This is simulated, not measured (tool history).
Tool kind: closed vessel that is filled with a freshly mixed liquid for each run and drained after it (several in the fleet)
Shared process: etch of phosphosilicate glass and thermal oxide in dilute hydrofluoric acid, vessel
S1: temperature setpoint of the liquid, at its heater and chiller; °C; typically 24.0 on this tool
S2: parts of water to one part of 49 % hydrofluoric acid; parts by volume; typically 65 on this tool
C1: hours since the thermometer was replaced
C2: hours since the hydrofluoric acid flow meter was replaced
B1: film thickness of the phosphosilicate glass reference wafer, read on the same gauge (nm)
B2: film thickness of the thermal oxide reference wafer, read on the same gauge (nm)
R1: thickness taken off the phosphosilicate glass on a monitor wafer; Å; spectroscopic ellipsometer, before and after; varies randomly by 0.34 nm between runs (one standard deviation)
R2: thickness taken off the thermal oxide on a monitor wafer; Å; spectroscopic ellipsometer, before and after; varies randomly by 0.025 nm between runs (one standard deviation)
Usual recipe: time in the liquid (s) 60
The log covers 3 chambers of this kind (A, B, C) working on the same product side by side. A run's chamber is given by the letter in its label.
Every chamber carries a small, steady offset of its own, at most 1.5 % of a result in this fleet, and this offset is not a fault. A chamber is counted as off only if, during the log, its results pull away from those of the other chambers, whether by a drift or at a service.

run 1B hour=3.5 | S1=24.0 S2=65 time_in_the_liquid_(s)=60 | C1=965.1 C2=617.1 | B1=70.003 B2=139.95 | R1=693.69 R2=45.917
run 2A hour=7.1 | S1=24.0 S2=65 time_in_the_liquid_(s)=60 | C1=151.4 C2=178.7 | B1=70.019 B2=139.96 | R1=697.26 R2=46.830
run 3C hour=9.4 | S1=24.0 S2=65 time_in_the_liquid_(s)=60 | C1=1128.0 C2=545.7 | B1=70.041 B2=140.03 | R1=695.68 R2=46.328
run 4C hour=13.9 | S1=24.0 S2=65 time_in_the_liquid_(s)=60 | C1=1132.5 C2=550.2 | B1=70.016 B2=140.00 | R1=699.90 R2=46.504
run 5B hour=17.1 | S1=24.0 S2=65 time_in_the_liquid_(s)=60 | C1=978.7 C2=630.7 | B1=70.013 B2=140.00 | R1=692.64 R2=46.463
run 6A hour=21.4 | S1=24.0 S2=65 time_in_the_liquid_(s)=60 | C1=165.7 C2=193.0 | B1=69.995 B2=140.02 | R1=709.23 R2=45.873
run 7B hour=24.5 | S1=24.0 S2=65 time_in_the_liquid_(s)=60 | C1=986.1 C2=638.1 | B1=70.006 B2=140.01 | R1=691.66 R2=46.175
run 8C hour=27.6 | S1=24.0 S2=65 time_in_the_liquid_(s)=60 | C1=1146.2 C2=563.9 | B1=69.984 B2=140.01 | R1=698.86 R2=46.478
run 9A hour=31.5 | S1=28.5 S2=75 time_in_the_liquid_(s)=60 | C1=175.8 C2=203.1 | B1=69.999 B2=139.99 | R1=710.39 R2=47.484
run 10B hour=35.4 | S1=28.5 S2=75 time_in_the_liquid_(s)=60 | C1=997.0 C2=649.0 | B1=70.006 B2=140.05 | R1=708.78 R2=47.138
run 11C hour=38.2 | S1=28.5 S2=75 time_in_the_liquid_(s)=60 | C1=1156.8 C2=574.5 | B1=69.991 B2=140.02 | R1=711.44 R2=47.315
run 12A hour=41.7 | S1=24.0 S2=65 time_in_the_liquid_(s)=60 | C1=186.0 C2=213.3 | B1=69.995 B2=140.01 | R1=702.80 R2=46.059
run 13C hour=45.3 | S1=24.0 S2=65 time_in_the_liquid_(s)=75 | C1=1163.9 C2=581.6 | B1=70.007 B2=139.99 | R1=880.65 R2=57.675
run 14A hour=49.5 | S1=24.0 S2=65 time_in_the_liquid_(s)=75 | C1=193.8 C2=221.1 | B1=70.007 B2=139.97 | R1=875.05 R2=58.390
run 15B hour=53.7 | S1=24.0 S2=65 time_in_the_liquid_(s)=75 | C1=1015.3 C2=667.3 | B1=70.007 B2=139.97 | R1=866.48 R2=57.366
run 16B hour=58.5 | S1=24.0 S2=65 time_in_the_liquid_(s)=60 | C1=1020.1 C2=672.1 | B1=69.981 B2=140.00 | R1=693.66 R2=45.919
run 17C hour=60.7 | S1=24.0 S2=65 time_in_the_liquid_(s)=60 | C1=1179.3 C2=597.0 | B1=70.005 B2=139.96 | R1=696.72 R2=46.483
run 18A hour=65.4 | S1=24.0 S2=65 time_in_the_liquid_(s)=60 | C1=209.7 C2=237.0 | B1=69.965 B2=140.04 | R1=700.30 R2=46.418
run 19C hour=68.4 | S1=24.0 S2=65 time_in_the_liquid_(s)=60 | C1=1187.0 C2=604.7 | B1=70.030 B2=139.97 | R1=696.39 R2=46.028
run 20B hour=72.8 | S1=24.0 S2=65 time_in_the_liquid_(s)=60 | C1=1034.4 C2=686.4 | B1=70.008 B2=140.08 | R1=686.72 R2=46.123
run 21A hour=75.4 | S1=24.0 S2=65 time_in_the_liquid_(s)=60 | C1=219.7 C2=247.0 | B1=69.997 B2=139.97 | R1=695.62 R2=46.451
run 22A hour=78.7 | S1=24.0 S2=65 time_in_the_liquid_(s)=60 | C1=223.0 C2=250.3 | B1=70.010 B2=140.01 | R1=692.21 R2=45.806
run 23C hour=83.4 | S1=24.0 S2=65 time_in_the_liquid_(s)=60 | C1=1202.0 C2=619.7 | B1=69.995 B2=140.02 | R1=698.64 R2=45.998
run 24B hour=88.2 | S1=24.0 S2=50 time_in_the_liquid_(s)=60 | C1=1049.8 C2=701.8 | B1=69.992 B2=140.00 | R1=919.03 R2=60.917
run 25A hour=92.9 | S1=24.0 S2=50 time_in_the_liquid_(s)=60 | C1=237.2 C2=264.5 | B1=70.070 B2=140.03 | R1=937.41 R2=61.337

Is one chamber off against the others, does the gauge drift, or is nothing wrong? If a chamber is off, say which, and what the likeliest cause is.

Beyond each chamber's small constant offset nothing stands out, and the gauge stays steady.

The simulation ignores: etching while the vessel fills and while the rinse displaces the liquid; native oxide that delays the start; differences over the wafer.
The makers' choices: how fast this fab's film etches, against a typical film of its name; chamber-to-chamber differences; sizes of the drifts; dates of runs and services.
